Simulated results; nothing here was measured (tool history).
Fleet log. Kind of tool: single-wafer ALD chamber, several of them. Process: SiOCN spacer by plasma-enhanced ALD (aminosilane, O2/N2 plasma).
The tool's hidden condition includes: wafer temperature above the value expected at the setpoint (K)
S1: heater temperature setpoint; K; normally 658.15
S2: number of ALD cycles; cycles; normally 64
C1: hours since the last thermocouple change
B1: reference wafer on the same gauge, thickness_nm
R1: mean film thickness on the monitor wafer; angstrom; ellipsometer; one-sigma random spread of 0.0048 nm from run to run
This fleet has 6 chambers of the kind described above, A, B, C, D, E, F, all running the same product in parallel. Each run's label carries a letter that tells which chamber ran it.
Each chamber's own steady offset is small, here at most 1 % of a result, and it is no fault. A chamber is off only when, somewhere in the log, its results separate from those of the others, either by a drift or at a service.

run 1E hour=7.2 | S1=658.15 S2=64 | C1=658.3 | B1=3.7802 | R1=38.595
run 2D hour=18.5 | S1=658.15 S2=64 | C1=868.2 | B1=3.7787 | R1=38.637
run 3A hour=26.6 | S1=658.15 S2=64 | C1=1536.8 | B1=3.7783 | R1=38.511
run 4B hour=40.4 | S1=658.15 S2=64 | C1=960 | B1=3.7787 | R1=38.386
run 5C hour=47.6 | S1=658.15 S2=64 | C1=1745.7 | B1=3.7772 | R1=38.644
run 6F hour=62.2 | S1=658.15 S2=64 | C1=1521.8 | B1=3.7764 | R1=38.452
run 7E hour=70.1 | S1=658.15 S2=64 | C1=721.2 | B1=3.7767 | R1=38.574
run 8C hour=82.5 | S1=658.15 S2=64 | C1=1780.6 | B1=3.7765 | R1=38.642
run 9F hour=91.1 | S1=658.15 S2=64 | C1=1550.7 | B1=3.7766 | R1=38.404
run 10A hour=105.5 | S1=658.15 S2=64 | C1=1615.7 | B1=3.7764 | R1=38.554
run 11B hour=114.2 | S1=658.15 S2=64 | C1=1033.8 | B1=3.7758 | R1=38.335
run 12D hour=121.7 | S1=658.15 S2=64 | C1=971.4 | B1=3.7768 | R1=38.612
run 13C hour=130.8 | S1=658.15 S2=64 | C1=1828.9 | B1=3.7739 | R1=38.579
run 14B hour=142.4 | S1=658.15 S2=64 | C1=1062 | B1=3.7733 | R1=38.276
run 15A hour=150.1 | S1=658.15 S2=64 | C1=1660.3 | B1=3.7735 | R1=38.529
run 16F hour=157.8 | S1=658.15 S2=64 | C1=1617.4 | B1=3.7735 | R1=38.354
run 17D hour=166.4 | S1=658.15 S2=64 | C1=1016.1 | B1=3.7735 | R1=38.623
run 18E hour=180.4 | S1=658.15 S2=64 | C1=831.5 | B1=3.7735 | R1=38.583
run 19A hour=187.4 | S1=658.15 S2=64 | C1=1697.6 | B1=3.7727 | R1=38.475
-- hour=191.8 chamber B: thermocouple changed; heater temperature recalibrated
run 20D hour=193.9 | S1=658.15 S2=64 | C1=1043.6 | B1=3.7725 | R1=38.473
run 21C hour=205.6 | S1=658.15 S2=64 | C1=1903.7 | B1=3.7709 | R1=38.628
-- hour=211.1 chamber A: thermocouple changed; heater temperature recalibrated
run 22E hour=214.6 | S1=658.15 S2=64 | C1=865.7 | B1=3.7705 | R1=38.474
run 23F hour=225.8 | S1=646.15 S2=68 | C1=1685.4 | B1=3.7699 | R1=40.762
run 24B hour=235.2 | S1=646.15 S2=68 | C1=43.4 | B1=3.7707 | R1=40.636
run 25C hour=248.1 | S1=646.15 S2=68 | C1=1946.2 | B1=3.7708 | R1=40.95
run 26B hour=260.3 | S1=646.15 S2=68 | C1=68.5 | B1=3.7689 | R1=40.695
run 27D hour=274 | S1=646.15 S2=68 | C1=1123.7 | B1=3.7696 | R1=40.961
run 28F hour=287.9 | S1=646.15 S2=68 | C1=1747.5 | B1=3.7674 | R1=40.683
-- hour=290.8 chamber D: thermocouple changed; heater temperature recalibrated
run 29A hour=298.7 | S1=658.15 S2=64 | C1=87.6 | B1=3.7682 | R1=38.438
run 30E hour=305.2 | S1=658.15 S2=52 | C1=956.3 | B1=3.767 | R1=31.281
run 31B hour=312.7 | S1=658.15 S2=52 | C1=120.9 | B1=3.7673 | R1=31.064
run 32F hour=327.1 | S1=658.15 S2=52 | C1=1786.7 | B1=3.7669 | R1=31.216
run 33C hour=339.6 | S1=658.15 S2=52 | C1=2037.7 | B1=3.766 | R1=31.29
run 34E hour=348.2 | S1=658.15 S2=52 | C1=999.3 | B1=3.7655 | R1=31.256
run 35D hour=357.1 | S1=658.15 S2=52 | C1=66.3 | B1=3.7652 | R1=31.277
run 36A hour=369.1 | S1=658.15 S2=64 | C1=158 | B1=3.7652 | R1=38.433
run 37F hour=381.4 | S1=658.15 S2=64 | C1=1841 | B1=3.7643 | R1=38.419
run 38D hour=388.7 | S1=658.15 S2=64 | C1=97.9 | B1=3.7645 | R1=38.536
run 39C hour=402.9 | S1=658.15 S2=64 | C1=2101 | B1=3.763 | R1=38.513
run 40A hour=413.6 | S1=658.15 S2=64 | C1=202.5 | B1=3.7622 | R1=38.406
run 41B hour=424.4 | S1=658.15 S2=64 | C1=232.6 | B1=3.7612 | R1=38.233
run 42E hour=433.7 | S1=658.15 S2=64 | C1=1084.8 | B1=3.7619 | R1=38.42
run 43C hour=441.2 | S1=658.15 S2=64 | C1=2139.3 | B1=3.7613 | R1=38.494
run 44A hour=454.8 | S1=658.15 S2=64 | C1=243.7 | B1=3.7615 | R1=38.355

The same settings go to every chamber for the next run, one line per chamber below. Forecast the results for each:
run 45A hour=465.3 | S1=658.15 S2=71 | R1=?
run 45B hour=465.3 | S1=658.15 S2=71 | R1=?
run 45C hour=465.3 | S1=658.15 S2=71 | R1=?
run 45D hour=465.3 | S1=658.15 S2=71 | R1=?
run 45E hour=465.3 | S1=658.15 S2=71 | R1=?
run 45F hour=465.3 | S1=658.15 S2=71 | R1=?

run=45A R1=42.525
run=45B R1=42.357
run=45C R1=42.683
run=45D R1=42.652
run=45E R1=42.577
run=45F R1=42.438

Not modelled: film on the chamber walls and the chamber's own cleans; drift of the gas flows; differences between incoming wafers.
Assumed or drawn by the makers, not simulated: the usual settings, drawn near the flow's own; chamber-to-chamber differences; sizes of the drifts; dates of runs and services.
